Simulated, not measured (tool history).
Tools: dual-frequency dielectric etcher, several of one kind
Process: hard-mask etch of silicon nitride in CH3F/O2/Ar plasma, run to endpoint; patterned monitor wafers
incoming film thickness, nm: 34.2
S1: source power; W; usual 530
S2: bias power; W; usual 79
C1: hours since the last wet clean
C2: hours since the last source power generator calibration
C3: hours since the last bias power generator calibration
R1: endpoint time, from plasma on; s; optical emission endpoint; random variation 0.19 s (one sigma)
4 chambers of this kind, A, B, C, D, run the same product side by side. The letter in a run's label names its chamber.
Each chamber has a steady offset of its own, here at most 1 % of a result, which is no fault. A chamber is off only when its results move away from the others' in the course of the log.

run	hour	S1	S2	C1	C2	C3	R1
1B	7	530	79	69.2	120.4	1513.6	43.327
2C	13.4	530	79	146	939.4	2524.3	43.129
3A	23.9	530	79	261.8	2564.9	2774.6	42.907
# hour 29: chamber C: bias power generator calibrated
4D	31	530	79	143.9	1686	147.5	43.349
5D	39.7	530	79	152.6	1694.7	156.2	43.136
# hour 48.8: chamber A: source power generator calibrated
6B	51.2	530	79	113.4	164.6	1557.8	43.064
7A	56.3	530	79	294.2	7.5	2807	43.181
8C	61.9	530	79	194.5	987.9	33	42.999
9B	73.3	430	93	135.5	186.7	1579.9	44.053
10A	79.5	430	93	317.4	30.7	2830.2	44.103
11D	86.1	430	93	199	1741.1	202.6	44.11
12C	97.7	430	93	230.3	1023.7	68.8	44.228
13D	104.9	600	90	217.8	1759.9	221.4	39.203
14A	114.7	600	90	352.6	65.9	2865.4	39.932
15B	123	600	90	185.2	236.4	1629.6	39.268
16C	133.2	600	90	265.8	1059.2	104.3	39.309
17B	142.4	530	79	204.6	255.8	1649	42.992
18A	154	530	79	391.9	105.2	2904.7	43.959
19D	161.3	530	79	274.2	1816.3	277.8	43.3
20C	172.8	530	79	305.4	1098.8	143.9	42.895
21C	183.8	620	85	316.4	1109.8	154.9	39.493
22D	189.8	620	85	302.7	1844.8	306.3	39.77
23A	199.2	620	85	437.1	150.4	2949.9	40.891
24B	207.3	620	85	269.5	320.7	1713.9	39.565
25B	213.5	530	79	275.7	326.9	1720.1	42.579
26A	222.3	530	79	460.2	173.5	2973	44.567
27C	228.1	530	79	360.7	1154.1	199.2	42.964
28D	233.7	470	79	346.6	1888.7	350.2	45.148
29D	239.5	470	79	352.4	1894.5	356	45.093
30A	248.5	470	79	486.4	199.7	2999.2	47.145
31C	257.8	470	79	390.4	1183.8	228.9	44.793
32B	264	530	79	326.2	377.4	1770.6	43.114

Is one chamber off against the others, does the gauge drift, or is nothing wrong? If a chamber is off, say which, and what the likeliest cause is.

Chamber A drifts away from the others.
Cause: etch rate under this chamber's usual, % = 4.57.

Here are 4 candidates for chamber A's next run, each the usual settings with a change, their results left as question marks. Which one brings its results back in line with what the others give on the usual settings?
In line means no further than this from the other chambers' mean on the usual settings: R1 0.65 s
33A-1	272.4	530	91				?
33A-2	272.4	460	79				?
33A-3	272.4	470	70				?
33A-4	272.4	600	89				?

The other chambers' mean on the usual settings: R1 42.984 s
run	R1
33A-1	43.14
33A-2	47.743
33A-3	49.326
33A-4	41.512
33A-1 brings the chamber back in line.

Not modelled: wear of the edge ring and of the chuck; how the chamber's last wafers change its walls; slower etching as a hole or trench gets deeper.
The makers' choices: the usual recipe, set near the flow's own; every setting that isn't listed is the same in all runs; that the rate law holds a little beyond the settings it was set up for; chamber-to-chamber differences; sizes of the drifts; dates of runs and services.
